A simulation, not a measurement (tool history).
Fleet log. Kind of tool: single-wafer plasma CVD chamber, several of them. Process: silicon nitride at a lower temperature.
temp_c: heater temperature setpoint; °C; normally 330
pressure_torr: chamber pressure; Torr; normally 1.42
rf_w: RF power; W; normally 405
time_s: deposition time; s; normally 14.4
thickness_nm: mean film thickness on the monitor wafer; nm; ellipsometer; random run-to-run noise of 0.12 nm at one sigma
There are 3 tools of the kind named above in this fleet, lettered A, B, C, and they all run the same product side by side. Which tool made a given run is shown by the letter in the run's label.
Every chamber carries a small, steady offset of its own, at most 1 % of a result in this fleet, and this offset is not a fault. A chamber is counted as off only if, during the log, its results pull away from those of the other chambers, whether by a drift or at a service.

run	day	temp_c	pressure_torr	rf_w	time_s	read-back reference wafer on the same gauge, thickness_nm	thickness_nm
1B	0.408	330	1.42	405	14.4	22.116	20.025
2A	0.996	330	1.42	405	14.4	22.06	19.824
3C	1.471	330	1.42	405	14.4	22.078	19.881
# day 1.488: chamber B: capacitance manometer re-zeroed and calibrated
4A	2.004	330	1.42	405	14.4	22.054	20.041
5C	2.317	330	1.42	405	14.4	22.061	20.002
6B	2.988	330	1.42	405	14.4	22.123	20.124
# day 3.492: chamber B: thermocouple changed; heater temperature recalibrated
7B	3.517	330	1.42	405	14.4	22.096	20.018
8C	4.2	330	1.42	405	14.4	22.077	19.923
# day 4.542: chamber C: RF generator calibrated
9A	4.704	330	1.42	405	14.4	22.093	19.868
10A	5.271	330	1.42	405	14.4	22.084	19.97
11C	5.929	323	1.42	405	14.4	22.06	20.305
12B	6.6	323	1.42	405	14.4	22.101	19.798
13A	6.983	323	1.42	405	14.4	22.098	19.894
14B	7.325	330	1.42	405	14.4	22.064	19.808
15C	7.704	330	1.42	405	16.7	22.091	23.095
16A	8.35	330	1.42	405	16.7	22.064	22.952
17C	8.862	330	1.42	405	16.7	22.097	23.179
18B	9.388	330	1.42	405	14.4	22.099	20.005
19C	9.779	330	1.42	405	14.4	22.067	20.09
20B	10.458	330	1.42	405	14.4	22.114	19.81
21A	10.95	330	1.42	405	14.4	22.095	19.763
22A	11.4	330	1.42	405	14.4	22.074	19.822
23C	11.758	330	1.42	405	14.4	22.09	20.26
24B	12.079	330	1.42	405	14.4	22.096	20.021
25A	12.642	330	1.42	405	16.9	22.095	23.3
26B	13.142	330	1.42	405	16.9	22.125	23.391
27C	13.492	330	1.42	405	16.9	22.095	23.523
28A	13.925	330	1.42	375	12.6	22.095	16.533
29B	14.575	330	1.42	375	12.6	22.13	16.723

Decide between three cases: one chamber stands off from its peers, the gauge reading all wafers drifts, or nothing is wrong past each chamber's small offset. Where a chamber is off, say which and what most likely put it there.

The fleet is healthy, with each chamber sitting at its usual small offset and no drift in the gauge.

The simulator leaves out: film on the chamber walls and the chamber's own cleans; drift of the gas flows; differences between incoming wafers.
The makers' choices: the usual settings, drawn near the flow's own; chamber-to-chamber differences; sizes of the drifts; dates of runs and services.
